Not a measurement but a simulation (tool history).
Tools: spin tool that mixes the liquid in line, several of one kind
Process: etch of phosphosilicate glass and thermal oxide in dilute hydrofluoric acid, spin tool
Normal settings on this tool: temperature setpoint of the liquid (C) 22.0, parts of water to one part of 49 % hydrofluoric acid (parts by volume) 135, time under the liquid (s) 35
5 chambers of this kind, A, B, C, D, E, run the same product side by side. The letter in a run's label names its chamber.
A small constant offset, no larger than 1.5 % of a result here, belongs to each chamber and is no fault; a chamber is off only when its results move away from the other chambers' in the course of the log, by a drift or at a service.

run   hour  temperature setpoint of the liquid (C)  parts of water to one part of 49 % hydrofluoric acid (parts by volume)  time under the liquid (s)  hours since the thermometer was replaced  hours since the hydrofluoric acid flow meter was replaced  read-back film thickness of the phosphosilicate glass reference wafer, read on the same gauge (nm)  read-back film thickness of the thermal oxide reference wafer, read on the same gauge (nm)  thickness taken off the phosphosilicate glass on a monitor wafer (angstrom)  thickness taken off the thermal oxide on a monitor wafer (angstrom)
       3.4  -- chamber B: hydrofluoric acid flow meter replaced
 1D    6.8                                    22.0                                                                     135                         35                                     972.6                                                      145.4                                                                                              120.00                                                                                      69.937                                                                       300.16                                                              10.1800
 2E   14.6                                    22.0                                                                     135                         35                                     546.9                                                      119.0                                                                                              120.02                                                                                      69.997                                                                       305.23                                                               9.6588
 3C   19.4                                    22.0                                                                     135                         35                                     604.7                                                      352.8                                                                                              120.00                                                                                      70.017                                                                       301.96                                                              10.2970
 4B   23.9                                    22.0                                                                     135                         35                                    1198.0                                                       20.6                                                                                              120.01                                                                                      69.973                                                                       303.18                                                              10.1290
 5A   31.6                                    22.0                                                                     135                         35                                    1585.1                                                      222.6                                                                                              119.98                                                                                      69.967                                                                       299.69                                                              10.4040
 6C   36.2                                    22.0                                                                     200                         50                                     621.5                                                      369.6                                                                                              120.01                                                                                      69.987                                                                       270.29                                                               8.9984
 7A   41.5                                    22.0                                                                     200                         50                                    1595.0                                                      232.5                                                                                              120.01                                                                                      69.996                                                                       267.42                                                               9.5464
 8E   47.1                                    22.0                                                                     200                         50                                     579.4                                                      151.5                                                                                              119.99                                                                                      69.988                                                                       275.23                                                               9.1606
 9D   54.5                                    22.0                                                                     200                         50                                    1020.3                                                      193.1                                                                                              119.99                                                                                      70.012                                                                       270.49                                                               8.7351
10B   63.4                                    22.0                                                                     200                         50                                    1237.5                                                       60.1                                                                                              120.01                                                                                      69.995                                                                       271.82                                                               9.6868
      64.7  -- chamber C: hydrofluoric acid flow meter replaced
11B   72.0                                    22.0                                                                     135                         35                                    1246.1                                                       68.7                                                                                              119.99                                                                                      69.987                                                                       302.04                                                              10.6230
12A   78.1                                    17.5                                                                     135                         20                                    1631.6                                                      269.1                                                                                              120.01                                                                                      69.991                                                                       142.82                                                               5.0358
13C   86.5                                    17.5                                                                     135                         20                                     671.8                                                       21.8                                                                                              119.99                                                                                      70.002                                                                       142.15                                                               4.9212
14D   94.9                                    17.5                                                                     135                         20                                    1060.7                                                      233.5                                                                                              119.99                                                                                      69.994                                                                       144.91                                                               4.7640
15E  103.5                                    17.5                                                                     135                         20                                     635.8                                                      207.9                                                                                              120.01                                                                                      70.026                                                                       143.01                                                               5.0626
16B  108.3                                    17.5                                                                     135                         20                                    1282.4                                                      105.0                                                                                              120.00                                                                                      69.999                                                                       144.78                                                               4.8891
17C  114.1                                    22.0                                                                     135                         35                                     699.4                                                       49.4                                                                                              120.01                                                                                      70.012                                                                       303.14                                                              10.6300
18E  118.0                                    22.0                                                                     135                         35                                     650.3                                                      222.4                                                                                              119.98                                                                                      70.039                                                                       305.87                                                              10.5490
19D  124.9                                    22.0                                                                     135                         35                                    1090.7                                                      263.5                                                                                              120.00                                                                                      70.009                                                                       302.01                                                              10.3630
20A  129.6                                    22.0                                                                     135                         35                                    1683.1                                                      320.6                                                                                              120.02                                                                                      70.036                                                                       294.00                                                               9.7058
21D  136.6                                    22.0                                                                     135                         35                                    1102.4                                                      275.2                                                                                              119.98                                                                                      70.001                                                                       296.89                                                              10.7000
22C  141.9                                    20.0                                                                     135                         50                                     727.2                                                       77.2                                                                                              120.00                                                                                      70.032                                                                       401.13                                                              14.1190
23A  146.4                                    20.0                                                                     135                         50                                    1699.9                                                      337.4                                                                                              120.02                                                                                      70.002                                                                       389.06                                                              13.5560
24B  154.4                                    20.0                                                                     135                         50                                    1328.5                                                      151.1                                                                                              120.00                                                                                      69.988                                                                       401.80                                                              13.1170
25E  162.5                                    20.0                                                                     135                         50                                     694.8                                                      266.9                                                                                              120.03                                                                                      69.985                                                                       402.94                                                              13.4930
26B  169.8                                    20.0                                                                     135                         50                                    1343.9                                                      166.5                                                                                              120.01                                                                                      70.035                                                                       393.80                                                              14.8200
27A  177.0                                    22.0                                                                     135                         35                                    1730.5                                                      368.0                                                                                              119.98                                                                                      70.004                                                                       294.86                                                              10.2910
28C  182.8                                    22.0                                                                     135                         35                                     768.1                                                      118.1                                                                                              120.00                                                                                      69.964                                                                       302.36                                                              10.0920
29E  187.0                                    22.0                                                                     135                         50                                     719.3                                                      291.4                                                                                              119.99                                                                                      69.970                                                                       435.05                                                              15.0240
30D  192.1                                    22.0                                                                     135                         50                                    1157.9                                                      330.7                                                                                              120.02                                                                                      69.984                                                                       430.64                                                              14.3840

Which is it: a chamber that has drifted or been left off by a service, a gauge drift common to all chambers, or only each chamber's usual small offset? If a chamber is off, name it and its likeliest cause.

All chambers stay in line apart from their small fixed offsets, and the gauge does not drift.
